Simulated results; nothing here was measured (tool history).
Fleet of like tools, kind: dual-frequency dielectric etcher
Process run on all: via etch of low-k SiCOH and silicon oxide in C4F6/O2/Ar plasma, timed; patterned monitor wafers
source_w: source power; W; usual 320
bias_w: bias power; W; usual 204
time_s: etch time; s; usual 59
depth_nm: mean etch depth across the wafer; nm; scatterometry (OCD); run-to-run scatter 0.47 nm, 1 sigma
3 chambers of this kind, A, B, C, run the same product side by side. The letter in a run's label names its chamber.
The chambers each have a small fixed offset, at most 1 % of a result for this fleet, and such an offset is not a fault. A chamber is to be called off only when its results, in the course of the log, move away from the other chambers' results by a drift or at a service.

run    day  source_w  bias_w  time_s  hours since the last wet clean  hours since the last source power generator calibration  hours since the last bias power generator calibration  read-back reference wafer on the same gauge, depth_nm  depth_nm
 1B  0.292       320     204      59                           506.5                                                   2578.0                                                 2112.4                                                 137.01    158.68
 2A  0.600       320     204      59                           310.6                                                   3104.1                                                 1030.0                                                 137.03    157.68
 3C  0.833       320     204      59                           383.2                                                   1111.3                                                  911.4                                                 137.06    157.99
 4B  1.067       320     204      59                           525.1                                                   2596.6                                                 2131.0                                                 137.07    159.17
 5A  1.525       320     204      59                           332.8                                                   3126.3                                                 1052.2                                                 136.97    158.13
 6C  1.825       320     204      59                           407.0                                                   1135.1                                                  935.2                                                 136.98    157.33
 7C  2.071       320     204      59                           412.9                                                   1141.0                                                  941.1                                                 136.88    158.21
 8B  2.525       320     204      59                           560.1                                                   2631.6                                                 2166.0                                                 136.97    159.18
     2.683  -- chamber A: source power generator calibrated
 9A  2.742       320     204      59                           362.0                                                      1.5                                                 1081.4                                                 137.06    158.50
10B  3.054       320     204      59                           572.8                                                   2644.3                                                 2178.7                                                 137.05    158.90
     3.083  -- chamber B: wet clean of the chamber
11C  3.429       320     204      59                           445.5                                                   1173.6                                                  973.7                                                 136.99    157.27
     3.583  -- chamber C: wet clean of the chamber
12A  3.708       320     204      59                           385.2                                                     24.7                                                 1104.6                                                 136.99    157.25
13C  4.083       320     204      59                            12.0                                                   1189.3                                                  989.4                                                 136.98    154.57
14A  4.388       320     204      59                           401.5                                                     41.0                                                 1120.9                                                 136.99    158.10
15B  4.600       320     204      59                            36.4                                                   2681.4                                                 2215.8                                                 137.07    159.23
16B  5.017       320     204      59                            46.4                                                   2691.4                                                 2225.8                                                 137.07    158.91
17A  5.383       320     204      59                           425.4                                                     64.9                                                 1144.8                                                 137.01    157.77
18C  5.700       320     204      59                            50.8                                                   1228.1                                                 1028.2                                                 136.90    154.28
19B  5.988       320     204      59                            69.7                                                   2714.7                                                 2249.1                                                 137.00    158.78
20C  6.433       320     204      59                            68.4                                                   1245.7                                                 1045.8                                                 137.04    154.53

What goes on in this fleet: one chamber off, a drifting gauge, or nothing beyond the chambers' own small offsets? Name the chamber and the cause, if any.

A service left chamber C off against the others.
What lies behind it: etch rate under this chamber's usual, % = 1.95.

Below are 4 candidate recipes for chamber C's next run, each the usual settings with a change, their results shown as question marks. Which of them brings C's results back in line with what the other chambers give on the usual settings?
In-line tolerance around the mean of the other chambers on the usual settings: depth_nm 1.70 nm
21C-1  6.783       330     210    59.0                                                                                                                                                                                                                ?
21C-2  6.783       320     203    57.5                                                                                                                                                                                                                ?
21C-3  6.783       320     201    59.0                                                                                                                                                                                                                ?
21C-4  6.783       320     204    59.5                                                                                                                                                                                                                ?

Usual-settings mean across the other chambers: depth_nm 158.39 nm
  run  depth_nm
21C-1    157.75
21C-2    150.25
21C-3    153.67
21C-4    155.73
Change 21C-1 lands the chamber within the allowed miss of the other chambers.

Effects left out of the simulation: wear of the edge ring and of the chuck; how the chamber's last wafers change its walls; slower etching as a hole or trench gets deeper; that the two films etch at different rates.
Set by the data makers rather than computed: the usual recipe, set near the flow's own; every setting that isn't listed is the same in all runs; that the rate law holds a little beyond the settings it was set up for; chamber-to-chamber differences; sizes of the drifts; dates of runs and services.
